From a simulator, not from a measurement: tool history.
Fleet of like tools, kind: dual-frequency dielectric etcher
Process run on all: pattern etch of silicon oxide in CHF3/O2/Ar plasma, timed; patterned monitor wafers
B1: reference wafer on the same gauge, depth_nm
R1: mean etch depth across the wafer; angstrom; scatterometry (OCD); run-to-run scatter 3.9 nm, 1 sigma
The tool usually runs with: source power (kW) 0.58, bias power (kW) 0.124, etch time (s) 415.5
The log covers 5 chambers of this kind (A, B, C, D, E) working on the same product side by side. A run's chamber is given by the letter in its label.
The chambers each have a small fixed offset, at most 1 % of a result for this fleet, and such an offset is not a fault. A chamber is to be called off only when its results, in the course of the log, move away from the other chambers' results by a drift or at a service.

{"run": "1C", "hour": 6.4, "source power (kW)": 0.58, "bias power (kW)": 0.124, "etch time (s)": 415.5, "B1": 592.99, "R1": 7182.8}
{"run": "2E", "hour": 10.6, "source power (kW)": 0.58, "bias power (kW)": 0.124, "etch time (s)": 415.5, "B1": 593.4, "R1": 7128.5}
{"run": "3A", "hour": 14.0, "source power (kW)": 0.58, "bias power (kW)": 0.124, "etch time (s)": 415.5, "B1": 593.25, "R1": 7288.7}
{"run": "4B", "hour": 20.8, "source power (kW)": 0.58, "bias power (kW)": 0.124, "etch time (s)": 415.5, "B1": 593.04, "R1": 7097.3}
{"run": "5D", "hour": 27.6, "source power (kW)": 0.58, "bias power (kW)": 0.124, "etch time (s)": 415.5, "B1": 592.71, "R1": 7118.9}
{"run": "6C", "hour": 32.2, "source power (kW)": 0.58, "bias power (kW)": 0.124, "etch time (s)": 415.5, "B1": 592.37, "R1": 7139.4}
{"run": "7B", "hour": 38.6, "source power (kW)": 0.58, "bias power (kW)": 0.124, "etch time (s)": 415.5, "B1": 593.81, "R1": 7053.8}
{"run": "8D", "hour": 43.6, "source power (kW)": 0.58, "bias power (kW)": 0.124, "etch time (s)": 415.5, "B1": 593.58, "R1": 7232.5}
{"run": "9E", "hour": 50.6, "source power (kW)": 0.58, "bias power (kW)": 0.124, "etch time (s)": 415.5, "B1": 592.76, "R1": 7189.2}
{"run": "10A", "hour": 54.0, "source power (kW)": 0.58, "bias power (kW)": 0.124, "etch time (s)": 415.5, "B1": 593.8, "R1": 7189.5}
{"run": "11D", "hour": 59.7, "source power (kW)": 0.58, "bias power (kW)": 0.124, "etch time (s)": 415.5, "B1": 593.5, "R1": 7156.9}
{"run": "12B", "hour": 66.9, "source power (kW)": 0.58, "bias power (kW)": 0.124, "etch time (s)": 415.5, "B1": 592.86, "R1": 7108.6}
{"run": "13E", "hour": 73.2, "source power (kW)": 0.58, "bias power (kW)": 0.124, "etch time (s)": 415.5, "B1": 592.75, "R1": 7099.2}
{"run": "14C", "hour": 77.5, "source power (kW)": 0.5, "bias power (kW)": 0.124, "etch time (s)": 458.5, "B1": 592.88, "R1": 7368.5}
{"run": "15A", "hour": 81.7, "source power (kW)": 0.5, "bias power (kW)": 0.124, "etch time (s)": 458.5, "B1": 592.92, "R1": 7457.6}
{"run": "16A", "hour": 88.7, "source power (kW)": 0.5, "bias power (kW)": 0.124, "etch time (s)": 458.5, "B1": 592.85, "R1": 7581.5}
{"run": "17C", "hour": 92.6, "source power (kW)": 0.5, "bias power (kW)": 0.124, "etch time (s)": 458.5, "B1": 592.98, "R1": 7374.7}
{"run": "18E", "hour": 96.8, "source power (kW)": 0.5, "bias power (kW)": 0.124, "etch time (s)": 458.5, "B1": 592.89, "R1": 7473.3}
{"run": "19B", "hour": 101.4, "source power (kW)": 0.72, "bias power (kW)": 0.124, "etch time (s)": 415.5, "B1": 592.74, "R1": 7715.4}
{"run": "20D", "hour": 106.1, "source power (kW)": 0.72, "bias power (kW)": 0.124, "etch time (s)": 415.5, "B1": 592.54, "R1": 7766.4}
{"run": "21A", "hour": 112.4, "source power (kW)": 0.72, "bias power (kW)": 0.124, "etch time (s)": 415.5, "B1": 593.4, "R1": 7981}
{"run": "22D", "hour": 118.5, "source power (kW)": 0.72, "bias power (kW)": 0.124, "etch time (s)": 415.5, "B1": 592.69, "R1": 7797.1}
{"run": "23B", "hour": 124.3, "source power (kW)": 0.72, "bias power (kW)": 0.124, "etch time (s)": 415.5, "B1": 593.02, "R1": 7765}
{"run": "24C", "hour": 130.6, "source power (kW)": 0.58, "bias power (kW)": 0.124, "etch time (s)": 482, "B1": 593.29, "R1": 8059.5}
{"run": "25E", "hour": 136.0, "source power (kW)": 0.58, "bias power (kW)": 0.124, "etch time (s)": 482, "B1": 592.36, "R1": 8303.9}
{"run": "26D", "hour": 140.4, "source power (kW)": 0.58, "bias power (kW)": 0.124, "etch time (s)": 482, "B1": 592.1, "R1": 8355.7}
{"run": "27B", "hour": 146.3, "source power (kW)": 0.58, "bias power (kW)": 0.124, "etch time (s)": 482, "B1": 592.76, "R1": 8272.7}
{"hour": 150.7, "done": "chamber D: wet clean of the chamber"}
{"run": "28A", "hour": 152.2, "source power (kW)": 0.58, "bias power (kW)": 0.124, "etch time (s)": 482, "B1": 592.89, "R1": 8399.7}
{"run": "29C", "hour": 157.3, "source power (kW)": 0.58, "bias power (kW)": 0.124, "etch time (s)": 415.5, "B1": 593.21, "R1": 7029}
{"run": "30E", "hour": 160.7, "source power (kW)": 0.58, "bias power (kW)": 0.124, "etch time (s)": 415.5, "B1": 592.48, "R1": 7132.9}
{"run": "31E", "hour": 168.0, "source power (kW)": 0.58, "bias power (kW)": 0.124, "etch time (s)": 415.5, "B1": 592.88, "R1": 7184.2}
{"run": "32A", "hour": 174.5, "source power (kW)": 0.58, "bias power (kW)": 0.102, "etch time (s)": 415.5, "B1": 593.07, "R1": 6832.5}
{"run": "33D", "hour": 180.8, "source power (kW)": 0.58, "bias power (kW)": 0.102, "etch time (s)": 415.5, "B1": 592.78, "R1": 6716.1}

Next, all 5 chambers run the settings below, one line each with question marks for the results. What does each chamber give?
{"run": "34A", "hour": 186.1, "source power (kW)": 0.58, "bias power (kW)": 0.124, "etch time (s)": 415.5, "R1": "?"}
{"run": "34B", "hour": 186.1, "source power (kW)": 0.58, "bias power (kW)": 0.124, "etch time (s)": 415.5, "R1": "?"}
{"run": "34C", "hour": 186.1, "source power (kW)": 0.58, "bias power (kW)": 0.124, "etch time (s)": 415.5, "R1": "?"}
{"run": "34D", "hour": 186.1, "source power (kW)": 0.58, "bias power (kW)": 0.124, "etch time (s)": 415.5, "R1": "?"}
{"run": "34E", "hour": 186.1, "source power (kW)": 0.58, "bias power (kW)": 0.124, "etch time (s)": 415.5, "R1": "?"}

run=34A R1=7136.7
run=34B R1=7112.2
run=34C R1=6908.8
run=34D R1=7099.9
run=34E R1=7231.9
